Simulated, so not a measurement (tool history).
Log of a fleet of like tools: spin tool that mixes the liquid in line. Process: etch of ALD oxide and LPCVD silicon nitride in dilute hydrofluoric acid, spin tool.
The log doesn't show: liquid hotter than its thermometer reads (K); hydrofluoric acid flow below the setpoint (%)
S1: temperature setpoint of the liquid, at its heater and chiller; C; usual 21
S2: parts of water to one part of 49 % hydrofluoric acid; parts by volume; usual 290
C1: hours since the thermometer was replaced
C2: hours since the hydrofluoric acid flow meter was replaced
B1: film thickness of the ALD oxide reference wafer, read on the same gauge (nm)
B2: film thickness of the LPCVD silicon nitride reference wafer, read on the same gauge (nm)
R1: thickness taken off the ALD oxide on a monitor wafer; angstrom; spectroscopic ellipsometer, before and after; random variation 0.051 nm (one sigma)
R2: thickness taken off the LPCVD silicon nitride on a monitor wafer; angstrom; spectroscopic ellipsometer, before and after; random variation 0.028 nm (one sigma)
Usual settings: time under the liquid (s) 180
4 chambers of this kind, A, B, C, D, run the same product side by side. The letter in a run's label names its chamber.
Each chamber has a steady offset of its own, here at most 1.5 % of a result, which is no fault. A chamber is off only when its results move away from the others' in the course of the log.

{"run": "1A", "hour": 5.0, "S1": 21, "S2": 290, "time under the liquid (s)": 180, "C1": 601, "C2": 369.1, "B1": 60.002, "B2": 39.974, "R1": 91.754, "R2": 3.1451}
{"run": "2B", "hour": 9.8, "S1": 21, "S2": 290, "time under the liquid (s)": 180, "C1": 521.1, "C2": 49.2, "B1": 59.997, "B2": 39.993, "R1": 92.364, "R2": 2.6407}
{"run": "3C", "hour": 15.7, "S1": 21, "S2": 290, "time under the liquid (s)": 180, "C1": 1861.9, "C2": 654.3, "B1": 59.968, "B2": 40.017, "R1": 92.465, "R2": 2.4643}
{"run": "4D", "hour": 19.0, "S1": 21, "S2": 290, "time under the liquid (s)": 180, "C1": 274.8, "C2": 482.6, "B1": 59.983, "B2": 39.983, "R1": 91.961, "R2": 3.3548}
{"run": "5A", "hour": 24.3, "S1": 21, "S2": 290, "time under the liquid (s)": 180, "C1": 620.3, "C2": 388.4, "B1": 60.028, "B2": 40.035, "R1": 92.106, "R2": 2.7976}
{"run": "6B", "hour": 28.8, "S1": 21, "S2": 290, "time under the liquid (s)": 180, "C1": 540.1, "C2": 68.2, "B1": 59.986, "B2": 40.017, "R1": 91.855, "R2": 2.2154}
{"run": "7D", "hour": 32.0, "S1": 21, "S2": 290, "time under the liquid (s)": 180, "C1": 287.8, "C2": 495.6, "B1": 59.984, "B2": 40.028, "R1": 91.028, "R2": 3.2177}
{"run": "8C", "hour": 38.0, "S1": 21, "S2": 290, "time under the liquid (s)": 180, "C1": 1884.2, "C2": 676.6, "B1": 59.991, "B2": 40.028, "R1": 91.954, "R2": 2.6059}
{"run": "9B", "hour": 43.8, "S1": 21, "S2": 290, "time under the liquid (s)": 180, "C1": 555.1, "C2": 83.2, "B1": 59.975, "B2": 39.977, "R1": 91.924, "R2": 2.2488}
{"run": "10C", "hour": 50.0, "S1": 23, "S2": 290, "time under the liquid (s)": 180, "C1": 1896.2, "C2": 688.6, "B1": 60.019, "B2": 40.048, "R1": 98.983, "R2": 3.5229}
{"run": "11D", "hour": 54.6, "S1": 23, "S2": 290, "time under the liquid (s)": 180, "C1": 310.4, "C2": 518.2, "B1": 60.023, "B2": 39.992, "R1": 97.941, "R2": 2.378}
{"run": "12A", "hour": 57.8, "S1": 23, "S2": 290, "time under the liquid (s)": 180, "C1": 653.8, "C2": 421.9, "B1": 59.974, "B2": 39.988, "R1": 98.399, "R2": 2.9329}
{"run": "13A", "hour": 61.2, "S1": 23, "S2": 290, "time under the liquid (s)": 180, "C1": 657.2, "C2": 425.3, "B1": 60.023, "B2": 40.001, "R1": 99.419, "R2": 3.0973}
{"run": "14D", "hour": 65.8, "S1": 21, "S2": 290, "time under the liquid (s)": 180, "C1": 321.6, "C2": 529.4, "B1": 60.018, "B2": 40.019, "R1": 91.111, "R2": 2.7899}
{"run": "15B", "hour": 68.8, "S1": 21, "S2": 290, "time under the liquid (s)": 180, "C1": 580.1, "C2": 108.2, "B1": 59.944, "B2": 40.012, "R1": 92.547, "R2": 2.8806}
{"run": "16C", "hour": 74.1, "S1": 21, "S2": 290, "time under the liquid (s)": 180, "C1": 1920.3, "C2": 712.7, "B1": 59.981, "B2": 40.023, "R1": 92.984, "R2": 2.4183}
{"run": "17C", "hour": 80.1, "S1": 21, "S2": 290, "time under the liquid (s)": 180, "C1": 1926.3, "C2": 718.7, "B1": 60.004, "B2": 40.041, "R1": 93.339, "R2": 2.7504}
{"run": "18D", "hour": 85.5, "S1": 21, "S2": 290, "time under the liquid (s)": 180, "C1": 341.3, "C2": 549.1, "B1": 59.986, "B2": 39.977, "R1": 90.497, "R2": 3.0596}
{"run": "19A", "hour": 90.6, "S1": 21, "S2": 290, "time under the liquid (s)": 180, "C1": 686.6, "C2": 454.7, "B1": 60.001, "B2": 39.985, "R1": 92.198, "R2": 2.4073}
{"run": "20B", "hour": 96.4, "S1": 21, "S2": 290, "time under the liquid (s)": 180, "C1": 607.7, "C2": 135.8, "B1": 59.973, "B2": 39.991, "R1": 92.242, "R2": 2.3989}
{"run": "21B", "hour": 100.4, "S1": 21, "S2": 290, "time under the liquid (s)": 180, "C1": 611.7, "C2": 139.8, "B1": 60.008, "B2": 39.975, "R1": 92.183, "R2": 2.368}
{"run": "22D", "hour": 106.1, "S1": 21, "S2": 290, "time under the liquid (s)": 180, "C1": 361.9, "C2": 569.7, "B1": 59.977, "B2": 40.027, "R1": 90.761, "R2": 2.6425}
{"run": "23C", "hour": 111.3, "S1": 21, "S2": 290, "time under the liquid (s)": 180, "C1": 1957.5, "C2": 749.9, "B1": 60.017, "B2": 39.99, "R1": 91.877, "R2": 2.7949}
{"run": "24A", "hour": 115.0, "S1": 21, "S2": 290, "time under the liquid (s)": 180, "C1": 711, "C2": 479.1, "B1": 59.981, "B2": 40.027, "R1": 92.036, "R2": 2.5048}
{"run": "25A", "hour": 119.8, "S1": 21, "S2": 335, "time under the liquid (s)": 100, "C1": 715.8, "C2": 483.9, "B1": 59.985, "B2": 39.999, "R1": 42.915, "R2": 1.2987}
{"run": "26B", "hour": 124.5, "S1": 21, "S2": 335, "time under the liquid (s)": 100, "C1": 635.8, "C2": 163.9, "B1": 59.997, "B2": 40.001, "R1": 42.974, "R2": 1.0694}
{"run": "27C", "hour": 128.4, "S1": 21, "S2": 335, "time under the liquid (s)": 100, "C1": 1974.6, "C2": 767, "B1": 60.016, "B2": 40.011, "R1": 43.015, "R2": 1.3638}
{"run": "28D", "hour": 131.3, "S1": 21, "S2": 335, "time under the liquid (s)": 100, "C1": 387.1, "C2": 594.9, "B1": 60.004, "B2": 39.98, "R1": 41.229, "R2": 1.4496}
{"hour": 133.7, "done": "chamber A: thermometer replaced"}
{"run": "29C", "hour": 135.1, "S1": 21, "S2": 290, "time under the liquid (s)": 180, "C1": 1981.3, "C2": 773.7, "B1": 60.04, "B2": 39.991, "R1": 92.403, "R2": 2.4448}
{"run": "30D", "hour": 141.4, "S1": 21, "S2": 290, "time under the liquid (s)": 180, "C1": 397.2, "C2": 605, "B1": 60.004, "B2": 39.974, "R1": 90.107, "R2": 2.1593}
{"run": "31B", "hour": 145.7, "S1": 21, "S2": 290, "time under the liquid (s)": 180, "C1": 657, "C2": 185.1, "B1": 60.016, "B2": 40.01, "R1": 92.479, "R2": 2.6567}
{"run": "32A", "hour": 149.0, "S1": 21, "S2": 290, "time under the liquid (s)": 180, "C1": 15.3, "C2": 513.1, "B1": 60.041, "B2": 39.994, "R1": 92.242, "R2": 3.1219}
{"run": "33A", "hour": 155.3, "S1": 21, "S2": 290, "time under the liquid (s)": 180, "C1": 21.6, "C2": 519.4, "B1": 60.003, "B2": 40.004, "R1": 91.776, "R2": 2.7016}
{"run": "34D", "hour": 159.4, "S1": 21, "S2": 290, "time under the liquid (s)": 180, "C1": 415.2, "C2": 623, "B1": 59.977, "B2": 39.972, "R1": 88.416, "R2": 2.8507}
{"hour": 164.5, "done": "chamber C: thermometer replaced"}
{"run": "35B", "hour": 165.3, "S1": 21, "S2": 290, "time under the liquid (s)": 180, "C1": 676.6, "C2": 204.7, "B1": 60.048, "B2": 39.996, "R1": 92.709, "R2": 2.8349}
{"run": "36C", "hour": 170.6, "S1": 21, "S2": 290, "time under the liquid (s)": 180, "C1": 6.1, "C2": 809.2, "B1": 59.978, "B2": 40.019, "R1": 92.736, "R2": 2.8202}
{"run": "37D", "hour": 175.6, "S1": 21, "S2": 290, "time under the liquid (s)": 180, "C1": 431.4, "C2": 639.2, "B1": 59.992, "B2": 40.024, "R1": 88.178, "R2": 2.8091}
{"run": "38C", "hour": 179.4, "S1": 21, "S2": 290, "time under the liquid (s)": 115, "C1": 14.9, "C2": 818, "B1": 60.03, "B2": 39.995, "R1": 59.508, "R2": 1.9524}

Is one chamber off against the others, does the gauge drift, or is nothing wrong? If a chamber is off, say which, and what the likeliest cause is.

Chamber D drifts away from the others.
Cause: hydrofluoric acid flow below the setpoint (%) = 4.45.

Here are 4 candidates for chamber D's next run, each the usual settings with a change, their results left as question marks. Which one brings its results back in line with what the others give on the usual settings?
In line means no further than this from the other chambers' mean on the usual settings: R1 1.8 angstrom; R2 0.98 angstrom
{"run": "39D-1", "hour": 184.1, "S1": 20.5, "S2": 275, "time under the liquid (s)": 180, "R1": "?", "R2": "?"}
{"run": "39D-2", "hour": 184.1, "S1": 21, "S2": 285, "time under the liquid (s)": 180, "R1": "?", "R2": "?"}
{"run": "39D-3", "hour": 184.1, "S1": 21.5, "S2": 305, "time under the liquid (s)": 180, "R1": "?", "R2": "?"}
{"run": "39D-4", "hour": 184.1, "S1": 21, "S2": 295, "time under the liquid (s)": 180, "R1": "?", "R2": "?"}

The other chambers' mean on the usual settings: R1 92.319 angstrom; R2 2.6844 angstrom
run=39D-1 R1=91.928 R2=2.4648
run=39D-2 R1=89.411 R2=2.4551
run=39D-3 R1=83.376 R2=2.3688
run=39D-4 R1=85.538 R2=2.3737
39D-1 brings the chamber back in line.
